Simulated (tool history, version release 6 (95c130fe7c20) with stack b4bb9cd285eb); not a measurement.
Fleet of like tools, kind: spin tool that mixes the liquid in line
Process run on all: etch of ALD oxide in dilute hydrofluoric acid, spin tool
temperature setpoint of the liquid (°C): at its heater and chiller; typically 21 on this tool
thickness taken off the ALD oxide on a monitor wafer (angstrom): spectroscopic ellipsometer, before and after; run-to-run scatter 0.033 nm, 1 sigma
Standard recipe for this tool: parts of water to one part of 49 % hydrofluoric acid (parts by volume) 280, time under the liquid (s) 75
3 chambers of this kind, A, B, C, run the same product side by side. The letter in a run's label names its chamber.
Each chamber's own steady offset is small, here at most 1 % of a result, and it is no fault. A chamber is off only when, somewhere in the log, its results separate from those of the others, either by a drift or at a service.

run,day,temperature setpoint of the liquid (°C),parts of water to one part of 49 % hydrofluoric acid (parts by volume),time under the liquid (s),hours since the thermometer was replaced,hours since the hydrofluoric acid flow meter was replaced,"read-back film thickness of the ALD oxide reference wafer, read on the same gauge (nm)",thickness taken off the ALD oxide on a monitor wafer (angstrom)
1A,0.271,21,280,75,711.1,230.6,49.978,44.897
2C,0.629,21,280,75,1287.8,1993.0,50.006,44.999
3B,0.979,21,280,75,1851.6,839.1,50.006,45.013
4A,1.321,21,280,75,736.3,255.8,50.017,45.181
5B,1.658,21,280,75,1867.9,855.4,50.074,45.003
6C,2.008,21,280,75,1320.9,2026.1,50.017,45.255
7A,2.333,21,280,75,760.6,280.1,49.993,45.589
8B,2.704,21,280,75,1893.0,880.5,49.997,44.906
# day 2.846: chamber C: thermometer replaced
9C,3.067,21,280,75,5.3,2051.5,50.042,45.487
10A,3.312,21,280,75,784.1,303.6,49.987,45.113
11B,3.675,21,280,75,1916.3,903.8,49.980,45.136
12C,4.000,21,280,75,27.7,2073.9,50.006,45.315
13A,4.367,21,280,75,809.4,328.9,49.997,45.439
14C,4.721,21,280,75,45.0,2091.2,50.032,45.265
15B,5.004,21,280,75,1948.2,935.7,50.048,45.087
16A,5.333,21,280,75,832.6,352.1,50.065,44.740
17C,5.742,21,280,75,69.5,2115.7,49.981,45.491
18B,5.950,21,280,75,1970.9,958.4,49.979,45.695
19C,6.246,21,280,75,81.6,2127.8,49.936,45.565
20A,6.446,21,280,75,859.3,378.8,49.945,44.157
21B,6.642,21,280,75,1987.5,975.0,49.958,45.903
22A,7.058,19,280,75,874.0,393.5,49.996,41.511
23C,7.442,19,280,75,110.3,2156.5,49.962,42.091
24B,7.696,19,280,75,2012.8,1000.3,50.014,42.302
25A,8.146,21,280,75,900.1,419.6,50.006,44.020
26B,8.433,21,280,75,2030.5,1018.0,50.033,45.466
27C,8.733,21,280,75,141.3,2187.5,49.962,45.181
28C,9.175,21,280,75,151.9,2198.1,49.995,45.300
29B,9.508,21,280,75,2056.3,1043.8,49.978,45.677
30A,9.796,21,280,75,939.7,459.2,50.003,43.439
31C,10.196,21,280,75,176.4,2222.6,50.010,45.769
32A,10.621,21,280,75,959.5,479.0,49.963,43.719
33B,10.942,21,280,75,2090.7,1078.2,50.007,45.510
34A,11.388,21,280,75,977.9,497.4,49.989,43.528
# day 11.446: chamber C: hydrofluoric acid flow meter replaced
35B,11.604,21,280,75,2106.6,1094.1,50.011,45.148
36C,11.883,21,165,75,216.9,10.6,49.967,87.321
37C,12.188,21,165,75,224.2,17.9,50.024,86.888
38B,12.554,21,165,75,2129.4,1116.9,49.988,86.973
39A,12.871,21,280,75,1013.5,533.0,50.003,42.769
40A,13.125,21,280,75,1019.6,539.1,49.984,43.018
41C,13.379,24,280,75,252.8,46.5,50.011,50.553
42B,13.742,24,280,75,2157.9,1145.4,49.991,50.903

Has any chamber moved away from the others, gradually or after a service, or does the common gauge drift, or do the chambers differ only by their own small steady offsets? State the chamber and the most likely cause if one applies.

It is chamber A that slowly wanders off from its peers.
Most likely cause: hydrofluoric acid flow below the setpoint (%) = 4.42.
From this log alone, it may not be told apart from: liquid colder than its thermometer reads (K).

Here are 4 candidates for chamber A's next run, each the usual settings with a change, their results left as question marks. Which one brings its results back in line with what the others give on the usual settings?
In line means no further than this from the other chambers' mean on the usual settings: thickness taken off the ALD oxide on a monitor wafer (angstrom) 1.100
43A-1,14.062,21.0,305,75,,,,?
43A-2,14.062,24.0,280,75,,,,?
43A-3,14.062,21.0,270,75,,,,?
43A-4,14.062,19.5,280,75,,,,?

Mean of the other chambers on the usual settings: thickness taken off the ALD oxide on a monitor wafer (angstrom) 45.282
run,thickness taken off the ALD oxide on a monitor wafer (angstrom)
43A-1,38.212
43A-2,47.418
43A-3,44.585
43A-4,40.307
With 43A-3, the chamber falls back in line with the rest.
